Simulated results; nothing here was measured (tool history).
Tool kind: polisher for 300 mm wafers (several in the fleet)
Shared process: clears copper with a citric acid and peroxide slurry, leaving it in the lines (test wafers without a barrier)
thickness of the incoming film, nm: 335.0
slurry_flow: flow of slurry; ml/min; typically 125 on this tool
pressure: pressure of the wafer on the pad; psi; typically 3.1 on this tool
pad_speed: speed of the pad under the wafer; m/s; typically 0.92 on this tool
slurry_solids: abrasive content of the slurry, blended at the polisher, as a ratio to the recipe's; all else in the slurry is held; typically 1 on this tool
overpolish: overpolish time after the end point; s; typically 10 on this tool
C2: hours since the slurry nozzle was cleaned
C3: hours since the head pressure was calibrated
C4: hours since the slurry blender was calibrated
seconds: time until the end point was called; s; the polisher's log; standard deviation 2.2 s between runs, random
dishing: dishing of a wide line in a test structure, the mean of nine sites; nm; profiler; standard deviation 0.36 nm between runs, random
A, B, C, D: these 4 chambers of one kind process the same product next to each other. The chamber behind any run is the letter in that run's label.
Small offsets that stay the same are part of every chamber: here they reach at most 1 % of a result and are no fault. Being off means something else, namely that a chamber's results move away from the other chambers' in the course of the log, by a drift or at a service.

-- hour=2.1 chamber C: slurry blender recalibrated
run 1A hour=7.1 | slurry_flow=125 pressure=3.1 pad_speed=0.92 slurry_solids=1 overpolish=10 | wafers_polished_on_this_pad=126 C2=687.9 C3=339.8 C4=415.0 | seconds=164.79 dishing=15.484
run 2B hour=17.1 | slurry_flow=125 pressure=3.1 pad_speed=0.92 slurry_solids=1 overpolish=10 | wafers_polished_on_this_pad=834 C2=223.8 C3=47.2 C4=227.2 | seconds=164.97 dishing=15.307
run 3D hour=24.6 | slurry_flow=125 pressure=3.1 pad_speed=0.92 slurry_solids=1 overpolish=10 | wafers_polished_on_this_pad=1038 C2=214.7 C3=187.4 C4=104.7 | seconds=164.57 dishing=15.487
run 4C hour=30.8 | slurry_flow=125 pressure=3.1 pad_speed=0.92 slurry_solids=1 overpolish=10 | wafers_polished_on_this_pad=895 C2=221.1 C3=1008.9 C4=28.8 | seconds=162.39 dishing=15.363
-- hour=37.6 chamber A: slurry blender recalibrated
run 5D hour=38.3 | slurry_flow=125 pressure=3.1 pad_speed=0.92 slurry_solids=1 overpolish=10 | wafers_polished_on_this_pad=1161 C2=228.4 C3=201.1 C4=118.4 | seconds=163.40 dishing=15.294
-- hour=42.4 chamber D: slurry blender recalibrated
run 6C hour=49.9 | slurry_flow=125 pressure=3.1 pad_speed=0.92 slurry_solids=1 overpolish=10 | wafers_polished_on_this_pad=1067 C2=240.2 C3=1028.0 C4=47.9 | seconds=165.62 dishing=14.957
run 7B hour=62.9 | slurry_flow=125 pressure=3.1 pad_speed=0.92 slurry_solids=1 overpolish=10 | wafers_polished_on_this_pad=1247 C2=269.6 C3=93.0 C4=273.0 | seconds=165.36 dishing=15.438
run 8A hour=70.5 | slurry_flow=125 pressure=3.1 pad_speed=0.92 slurry_solids=1 overpolish=10 | wafers_polished_on_this_pad=697 C2=751.3 C3=403.2 C4=32.9 | seconds=164.80 dishing=15.154
-- hour=71.6 chamber D: worn pad replaced by a new one
run 9A hour=79.3 | slurry_flow=160 pressure=3.1 pad_speed=0.92 slurry_solids=1 overpolish=10 | wafers_polished_on_this_pad=776 C2=760.1 C3=412.0 C4=41.7 | seconds=152.80 dishing=15.164
-- hour=87.2 chamber C: worn pad replaced by a new one
run 10B hour=90.1 | slurry_flow=160 pressure=3.1 pad_speed=0.92 slurry_solids=1 overpolish=10 | wafers_polished_on_this_pad=1492 C2=296.8 C3=120.2 C4=300.2 | seconds=155.31 dishing=15.726
-- hour=96.5 chamber A: slurry nozzle cleaned
-- hour=97.0 chamber C: slurry blender recalibrated
run 11D hour=97.3 | slurry_flow=160 pressure=3.1 pad_speed=0.92 slurry_solids=1 overpolish=10 | wafers_polished_on_this_pad=232 C2=287.4 C3=260.1 C4=54.9 | seconds=157.22 dishing=16.165
-- hour=98.4 chamber A: worn pad replaced by a new one
run 12C hour=104.7 | slurry_flow=160 pressure=3.1 pad_speed=0.92 slurry_solids=1 overpolish=10 | wafers_polished_on_this_pad=158 C2=295.0 C3=1082.8 C4=7.7 | seconds=156.16 dishing=16.142
run 13C hour=110.8 | slurry_flow=125 pressure=3.1 pad_speed=0.92 slurry_solids=1 overpolish=10 | wafers_polished_on_this_pad=213 C2=301.1 C3=1088.9 C4=13.8 | seconds=160.42 dishing=14.556
run 14D hour=119.5 | slurry_flow=125 pressure=3.1 pad_speed=0.92 slurry_solids=1 overpolish=10 | wafers_polished_on_this_pad=432 C2=309.6 C3=282.3 C4=77.1 | seconds=161.68 dishing=14.629
run 15A hour=132.5 | slurry_flow=125 pressure=3.1 pad_speed=0.92 slurry_solids=1 overpolish=10 | wafers_polished_on_this_pad=308 C2=36.0 C3=465.2 C4=94.9 | seconds=162.33 dishing=15.044
run 16B hour=139.3 | slurry_flow=125 pressure=3.1 pad_speed=0.64 slurry_solids=1 overpolish=10 | wafers_polished_on_this_pad=1935 C2=346.0 C3=169.4 C4=349.4 | seconds=241.37 dishing=10.689
-- hour=140.0 chamber D: slurry blender recalibrated
run 17D hour=148.0 | slurry_flow=125 pressure=3.1 pad_speed=0.64 slurry_solids=1 overpolish=10 | wafers_polished_on_this_pad=688 C2=338.1 C3=310.8 C4=8.0 | seconds=227.74 dishing=11.078
-- hour=153.9 chamber C: slurry nozzle cleaned
run 18B hour=161.4 | slurry_flow=125 pressure=3.1 pad_speed=0.64 slurry_solids=1 overpolish=10 | wafers_polished_on_this_pad=2134 C2=368.1 C3=191.5 C4=371.5 | seconds=242.88 dishing=10.383
-- hour=165.9 chamber C: head pressure recalibrated
run 19C hour=169.3 | slurry_flow=125 pressure=3.1 pad_speed=0.64 slurry_solids=1 overpolish=10 | wafers_polished_on_this_pad=740 C2=15.5 C3=3.5 C4=72.3 | seconds=232.13 dishing=11.051
-- hour=169.6 chamber B: slurry blender recalibrated
run 20A hour=181.0 | slurry_flow=125 pressure=3.1 pad_speed=0.92 slurry_solids=1 overpolish=10 | wafers_polished_on_this_pad=745 C2=84.5 C3=513.7 C4=143.4 | seconds=164.73 dishing=15.127
run 21D hour=192.7 | slurry_flow=125 pressure=3.1 pad_speed=0.92 slurry_solids=1 overpolish=10 | wafers_polished_on_this_pad=1091 C2=382.8 C3=355.5 C4=52.7 | seconds=159.03 dishing=14.849
-- hour=196.6 chamber C: slurry blender recalibrated
-- hour=201.6 chamber A: worn pad replaced by a new one
run 22B hour=205.5 | slurry_flow=125 pressure=3.1 pad_speed=0.92 slurry_solids=1 overpolish=10 | wafers_polished_on_this_pad=2532 C2=412.2 C3=235.6 C4=36.0 | seconds=175.99 dishing=14.360
-- hour=207.6 chamber A: head pressure recalibrated
run 23A hour=215.3 | slurry_flow=125 pressure=3.1 pad_speed=0.92 slurry_solids=1 overpolish=10 | wafers_polished_on_this_pad=123 C2=118.8 C3=7.8 C4=177.7 | seconds=162.65 dishing=15.075
-- hour=222.6 chamber C: worn pad replaced by a new one
-- hour=225.1 chamber D: worn pad replaced by a new one
run 24C hour=228.8 | slurry_flow=125 pressure=3.1 pad_speed=0.92 slurry_solids=1 overpolish=10 | wafers_polished_on_this_pad=56 C2=75.0 C3=63.0 C4=32.3 | seconds=163.29 dishing=15.366
run 25D hour=237.0 | slurry_flow=125 pressure=3.1 pad_speed=0.92 slurry_solids=1 overpolish=10 | wafers_polished_on_this_pad=107 C2=427.1 C3=399.8 C4=97.0 | seconds=164.78 dishing=15.440
run 26A hour=244.8 | slurry_flow=125 pressure=3.1 pad_speed=0.92 slurry_solids=1 overpolish=10 | wafers_polished_on_this_pad=389 C2=148.3 C3=37.3 C4=207.2 | seconds=168.08 dishing=14.476
-- hour=248.8 chamber D: slurry blender recalibrated
run 27C hour=255.2 | slurry_flow=125 pressure=3.1 pad_speed=0.92 slurry_solids=1 overpolish=10 | wafers_polished_on_this_pad=294 C2=101.4 C3=89.4 C4=58.7 | seconds=162.89 dishing=15.238
run 28B hour=264.4 | slurry_flow=125 pressure=3.1 pad_speed=0.92 slurry_solids=1 overpolish=10 | wafers_polished_on_this_pad=3062 C2=471.1 C3=294.5 C4=94.9 | seconds=176.01 dishing=13.734
run 29A hour=274.9 | slurry_flow=125 pressure=3.1 pad_speed=0.92 slurry_solids=1 overpolish=10 | wafers_polished_on_this_pad=660 C2=178.4 C3=67.4 C4=237.3 | seconds=163.63 dishing=15.422
run 30C hour=287.5 | slurry_flow=125 pressure=3.1 pad_speed=0.92 slurry_solids=1 overpolish=10 | wafers_polished_on_this_pad=585 C2=133.7 C3=121.7 C4=91.0 | seconds=162.90 dishing=14.726
-- hour=288.2 chamber B: slurry nozzle cleaned
-- hour=289.8 chamber D: slurry nozzle cleaned
-- hour=290.8 chamber C: slurry blender recalibrated
run 31B hour=300.5 | slurry_flow=125 pressure=3.1 pad_speed=0.92 slurry_solids=1 overpolish=10 | wafers_polished_on_this_pad=3388 C2=12.4 C3=330.6 C4=131.0 | seconds=179.47 dishing=13.960
run 32D hour=310.2 | slurry_flow=125 pressure=3.1 pad_speed=0.92 slurry_solids=1 overpolish=10 | wafers_polished_on_this_pad=767 C2=20.4 C3=473.0 C4=61.4 | seconds=168.42 dishing=14.912
run 33C hour=316.3 | slurry_flow=125 pressure=3.1 pad_speed=0.92 slurry_solids=1 overpolish=10 | wafers_polished_on_this_pad=844 C2=162.5 C3=150.5 C4=25.6 | seconds=158.64 dishing=14.867
run 34D hour=322.2 | slurry_flow=125 pressure=3.1 pad_speed=0.92 slurry_solids=1 overpolish=10 | wafers_polished_on_this_pad=875 C2=32.4 C3=485.0 C4=73.4 | seconds=163.44 dishing=15.253

Is one chamber off against the others, does the gauge drift, or is nothing wrong? If a chamber is off, say which, and what the likeliest cause is.

It is chamber B that slowly wanders off from its peers.
Cause: removal rate lost through wear of the pad, % = 11.9.
The log may not tell that from: head's pressure below its setpoint, %.

Here are 4 candidates for chamber B's next run, each the usual settings with a change, their results left as question marks. Which one brings its results back in line with what the others give on the usual settings?
Maximum distance from the other chambers' mean on the usual settings for a result to count as in line: seconds 7.70 s; dishing 1.200 nm
run 35B-1 hour=331.9 | slurry_flow=125 pressure=3.2 pad_speed=0.94 slurry_solids=1 overpolish=10 | seconds=? dishing=?
run 35B-2 hour=331.9 | slurry_flow=125 pressure=3.0 pad_speed=0.90 slurry_solids=1 overpolish=10 | seconds=? dishing=?
run 35B-3 hour=331.9 | slurry_flow=125 pressure=2.9 pad_speed=0.86 slurry_solids=1 overpolish=10 | seconds=? dishing=?
run 35B-4 hour=331.9 | slurry_flow=125 pressure=3.3 pad_speed=0.98 slurry_solids=1 overpolish=10 | seconds=? dishing=?

Other chambers, usual settings, mean: seconds 163.07 s; dishing 15.060 nm
run=35B-1 seconds=172.99 dishing=14.060
run=35B-2 seconds=192.15 dishing=12.749
run=35B-3 seconds=207.53 dishing=11.863
run=35B-4 seconds=161.20 dishing=15.008
The right change is 35B-4: it brings the chamber back within the allowed miss of the others.

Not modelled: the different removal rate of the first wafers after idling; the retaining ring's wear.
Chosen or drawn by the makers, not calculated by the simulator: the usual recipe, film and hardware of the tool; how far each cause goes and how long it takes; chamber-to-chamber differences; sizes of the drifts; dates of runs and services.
